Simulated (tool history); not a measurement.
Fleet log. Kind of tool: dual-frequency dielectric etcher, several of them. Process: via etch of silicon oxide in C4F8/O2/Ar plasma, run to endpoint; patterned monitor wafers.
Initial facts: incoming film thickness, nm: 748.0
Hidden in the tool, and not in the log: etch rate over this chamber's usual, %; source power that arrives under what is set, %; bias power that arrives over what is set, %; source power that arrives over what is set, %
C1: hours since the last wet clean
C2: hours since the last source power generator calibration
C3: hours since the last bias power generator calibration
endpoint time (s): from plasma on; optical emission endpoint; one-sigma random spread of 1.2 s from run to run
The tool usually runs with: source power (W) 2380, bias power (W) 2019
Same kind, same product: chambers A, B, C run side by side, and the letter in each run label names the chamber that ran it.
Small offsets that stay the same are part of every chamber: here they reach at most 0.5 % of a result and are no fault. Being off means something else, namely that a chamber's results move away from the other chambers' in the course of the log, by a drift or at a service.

{"run": "1C", "hour": 5.2, "source power (W)": 2380, "bias power (W)": 2019, "C1": 327.6, "C2": 1886.1, "C3": 1032.8, "endpoint time (s)": 137.29}
{"run": "2A", "hour": 9.8, "source power (W)": 2380, "bias power (W)": 2019, "C1": 509.3, "C2": 1024.9, "C3": 3445.2, "endpoint time (s)": 138}
{"run": "3B", "hour": 15.1, "source power (W)": 2380, "bias power (W)": 2019, "C1": 214.1, "C2": 823.5, "C3": 3397.9, "endpoint time (s)": 138.47}
{"run": "4B", "hour": 20.2, "source power (W)": 2380, "bias power (W)": 2019, "C1": 219.2, "C2": 828.6, "C3": 3403, "endpoint time (s)": 139.44}
{"run": "5A", "hour": 23.5, "source power (W)": 2380, "bias power (W)": 2019, "C1": 523, "C2": 1038.6, "C3": 3458.9, "endpoint time (s)": 137}
{"run": "6C", "hour": 28.8, "source power (W)": 2380, "bias power (W)": 2019, "C1": 351.2, "C2": 1909.7, "C3": 1056.4, "endpoint time (s)": 134.39}
{"run": "7A", "hour": 33.7, "source power (W)": 2380, "bias power (W)": 2019, "C1": 533.2, "C2": 1048.8, "C3": 3469.1, "endpoint time (s)": 137.55}
{"run": "8B", "hour": 36.5, "source power (W)": 1940, "bias power (W)": 2019, "C1": 235.5, "C2": 844.9, "C3": 3419.3, "endpoint time (s)": 150.55}
{"run": "9C", "hour": 39.9, "source power (W)": 1940, "bias power (W)": 2019, "C1": 362.3, "C2": 1920.8, "C3": 1067.5, "endpoint time (s)": 148.68}
{"hour": 40.2, "done": "chamber A: wet clean of the chamber"}
{"run": "10C", "hour": 45.7, "source power (W)": 1940, "bias power (W)": 2019, "C1": 368.1, "C2": 1926.6, "C3": 1073.3, "endpoint time (s)": 150.06}
{"run": "11A", "hour": 48.9, "source power (W)": 2380, "bias power (W)": 2019, "C1": 8.7, "C2": 1064, "C3": 3484.3, "endpoint time (s)": 137.52}
{"run": "12B", "hour": 51.6, "source power (W)": 2380, "bias power (W)": 2019, "C1": 250.6, "C2": 860, "C3": 3434.4, "endpoint time (s)": 136.1}
{"run": "13A", "hour": 56.4, "source power (W)": 2380, "bias power (W)": 2019, "C1": 16.2, "C2": 1071.5, "C3": 3491.8, "endpoint time (s)": 137.89}
{"run": "14C", "hour": 61.3, "source power (W)": 2380, "bias power (W)": 2019, "C1": 383.7, "C2": 1942.2, "C3": 1088.9, "endpoint time (s)": 135.92}
{"run": "15B", "hour": 64.9, "source power (W)": 2380, "bias power (W)": 2019, "C1": 263.9, "C2": 873.3, "C3": 3447.7, "endpoint time (s)": 134.78}
{"run": "16C", "hour": 67.8, "source power (W)": 2380, "bias power (W)": 2019, "C1": 390.2, "C2": 1948.7, "C3": 1095.4, "endpoint time (s)": 137.55}
{"run": "17B", "hour": 72.5, "source power (W)": 1960, "bias power (W)": 2019, "C1": 271.5, "C2": 880.9, "C3": 3455.3, "endpoint time (s)": 151.01}
{"run": "18A", "hour": 78.1, "source power (W)": 1960, "bias power (W)": 2019, "C1": 37.9, "C2": 1093.2, "C3": 3513.5, "endpoint time (s)": 147.98}
{"run": "19B", "hour": 81.5, "source power (W)": 1960, "bias power (W)": 2019, "C1": 280.5, "C2": 889.9, "C3": 3464.3, "endpoint time (s)": 148.23}
{"run": "20C", "hour": 84.4, "source power (W)": 2380, "bias power (W)": 2019, "C1": 406.8, "C2": 1965.3, "C3": 1112, "endpoint time (s)": 138.19}
{"hour": 84.9, "done": "chamber C: wet clean of the chamber"}
{"run": "21A", "hour": 87.6, "source power (W)": 2380, "bias power (W)": 2019, "C1": 47.4, "C2": 1102.7, "C3": 3523, "endpoint time (s)": 137.49}
{"run": "22C", "hour": 93.3, "source power (W)": 2380, "bias power (W)": 2019, "C1": 8.5, "C2": 1974.2, "C3": 1120.9, "endpoint time (s)": 138.81}
{"run": "23B", "hour": 96.0, "source power (W)": 2380, "bias power (W)": 2019, "C1": 295, "C2": 904.4, "C3": 3478.8, "endpoint time (s)": 139.08}
{"run": "24A", "hour": 100.1, "source power (W)": 2380, "bias power (W)": 2019, "C1": 59.9, "C2": 1115.2, "C3": 3535.5, "endpoint time (s)": 137.92}
{"run": "25B", "hour": 105.5, "source power (W)": 2810, "bias power (W)": 1868, "C1": 304.5, "C2": 913.9, "C3": 3488.3, "endpoint time (s)": 131.52}
{"run": "26A", "hour": 109.2, "source power (W)": 2810, "bias power (W)": 1868, "C1": 69, "C2": 1124.3, "C3": 3544.6, "endpoint time (s)": 133}
{"run": "27C", "hour": 114.9, "source power (W)": 2810, "bias power (W)": 1868, "C1": 30.1, "C2": 1995.8, "C3": 1142.5, "endpoint time (s)": 131.43}
{"run": "28C", "hour": 118.3, "source power (W)": 2380, "bias power (W)": 2019, "C1": 33.5, "C2": 1999.2, "C3": 1145.9, "endpoint time (s)": 137.14}
{"run": "29A", "hour": 121.8, "source power (W)": 2380, "bias power (W)": 2019, "C1": 81.6, "C2": 1136.9, "C3": 3557.2, "endpoint time (s)": 140.91}
{"run": "30B", "hour": 125.7, "source power (W)": 2380, "bias power (W)": 2019, "C1": 324.7, "C2": 934.1, "C3": 3508.5, "endpoint time (s)": 135.92}
{"run": "31C", "hour": 129.4, "source power (W)": 2380, "bias power (W)": 2019, "C1": 44.6, "C2": 2010.3, "C3": 1157, "endpoint time (s)": 137.19}
{"run": "32A", "hour": 134.9, "source power (W)": 2380, "bias power (W)": 2019, "C1": 94.7, "C2": 1150, "C3": 3570.3, "endpoint time (s)": 136.22}
{"run": "33B", "hour": 139.3, "source power (W)": 2380, "bias power (W)": 2019, "C1": 338.3, "C2": 947.7, "C3": 3522.1, "endpoint time (s)": 136.99}
{"run": "34C", "hour": 143.9, "source power (W)": 2380, "bias power (W)": 2019, "C1": 59.1, "C2": 2024.8, "C3": 1171.5, "endpoint time (s)": 136.19}
{"run": "35B", "hour": 149.7, "source power (W)": 2380, "bias power (W)": 2281, "C1": 348.7, "C2": 958.1, "C3": 3532.5, "endpoint time (s)": 132.97}
{"run": "36A", "hour": 153.1, "source power (W)": 2380, "bias power (W)": 2281, "C1": 112.9, "C2": 1168.2, "C3": 3588.5, "endpoint time (s)": 132.67}
{"run": "37B", "hour": 157.6, "source power (W)": 2380, "bias power (W)": 2281, "C1": 356.6, "C2": 966, "C3": 3540.4, "endpoint time (s)": 132.05}
{"run": "38C", "hour": 163.1, "source power (W)": 2380, "bias power (W)": 2019, "C1": 78.3, "C2": 2044, "C3": 1190.7, "endpoint time (s)": 136.57}
{"run": "39A", "hour": 168.7, "source power (W)": 2580, "bias power (W)": 2019, "C1": 128.5, "C2": 1183.8, "C3": 3604.1, "endpoint time (s)": 131.97}

Read the log: is a single chamber off, either drifting away or since a service, is the gauge that measures every chamber drifting, or is nothing wrong beyond small per-chamber offsets? Name any odd chamber and what most likely caused it.

Neither any chamber nor the gauge drifts; the chambers differ only by their own small, steady offsets.
